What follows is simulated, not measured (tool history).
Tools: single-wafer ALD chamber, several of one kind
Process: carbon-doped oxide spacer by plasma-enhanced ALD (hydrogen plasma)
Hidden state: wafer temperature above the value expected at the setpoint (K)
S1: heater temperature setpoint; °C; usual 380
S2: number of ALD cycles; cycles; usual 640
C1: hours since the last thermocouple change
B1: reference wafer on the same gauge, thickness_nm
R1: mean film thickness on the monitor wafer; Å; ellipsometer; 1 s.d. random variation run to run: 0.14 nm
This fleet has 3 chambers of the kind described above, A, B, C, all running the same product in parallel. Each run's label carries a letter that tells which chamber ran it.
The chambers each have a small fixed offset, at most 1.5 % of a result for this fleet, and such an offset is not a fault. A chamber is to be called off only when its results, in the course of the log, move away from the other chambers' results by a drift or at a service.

{"run": "1C", "day": 0.221, "S1": 380, "S2": 640, "C1": 1065.4, "B1": 26.006, "R1": 322.04}
{"run": "2A", "day": 0.562, "S1": 380, "S2": 640, "C1": 1793.4, "B1": 26.013, "R1": 324.42}
{"run": "3B", "day": 0.888, "S1": 380, "S2": 640, "C1": 1785.9, "B1": 26.023, "R1": 323.82}
{"run": "4A", "day": 1.142, "S1": 380, "S2": 640, "C1": 1807.3, "B1": 25.991, "R1": 323.83}
{"run": "5B", "day": 1.525, "S1": 380, "S2": 640, "C1": 1801.2, "B1": 26.008, "R1": 321.01}
{"run": "6C", "day": 1.808, "S1": 380, "S2": 640, "C1": 1103.5, "B1": 25.997, "R1": 323.46}
{"run": "7B", "day": 2.071, "S1": 380, "S2": 640, "C1": 1814.3, "B1": 26.003, "R1": 322.03}
{"run": "8C", "day": 2.317, "S1": 380, "S2": 640, "C1": 1115.7, "B1": 26.017, "R1": 324.4}
{"run": "9A", "day": 2.596, "S1": 380, "S2": 640, "C1": 1842.2, "B1": 26.002, "R1": 323.97}
{"run": "10A", "day": 2.842, "S1": 380, "S2": 640, "C1": 1848.1, "B1": 25.998, "R1": 323.78}
{"run": "11B", "day": 3.096, "S1": 380, "S2": 640, "C1": 1838.9, "B1": 25.996, "R1": 321.5}
{"run": "12C", "day": 3.479, "S1": 380, "S2": 640, "C1": 1143.6, "B1": 26.008, "R1": 320.37}
{"run": "13A", "day": 3.842, "S1": 380, "S2": 762, "C1": 1872.1, "B1": 26.018, "R1": 387.28}
{"run": "14B", "day": 4.104, "S1": 380, "S2": 762, "C1": 1863.1, "B1": 25.961, "R1": 382.06}
{"run": "15C", "day": 4.321, "S1": 380, "S2": 762, "C1": 1163.8, "B1": 26.013, "R1": 383.18}
{"run": "16A", "day": 4.671, "S1": 380, "S2": 640, "C1": 1892.0, "B1": 25.995, "R1": 321.74}
{"run": "17B", "day": 5.042, "S1": 380, "S2": 765, "C1": 1885.6, "B1": 25.986, "R1": 384.62}
{"run": "18C", "day": 5.283, "S1": 380, "S2": 765, "C1": 1186.9, "B1": 25.976, "R1": 386.51}
{"run": "19C", "day": 5.483, "S1": 380, "S2": 765, "C1": 1191.7, "B1": 26.012, "R1": 385.8}
{"run": "20B", "day": 5.792, "S1": 385, "S2": 556, "C1": 1903.6, "B1": 25.998, "R1": 278.58}
{"run": "21A", "day": 6.058, "S1": 385, "S2": 556, "C1": 1925.3, "B1": 26.028, "R1": 282.94}

For the next run the whole fleet of 3 chambers uses the same settings. Give each chamber's results:
{"run": "22A", "day": 6.362, "S1": 380, "S2": 727, "R1": "?"}
{"run": "22B", "day": 6.362, "S1": 380, "S2": 727, "R1": "?"}
{"run": "22C", "day": 6.362, "S1": 380, "S2": 727, "R1": "?"}

run=22A R1=366.90
run=22B R1=367.19
run=22C R1=367.51
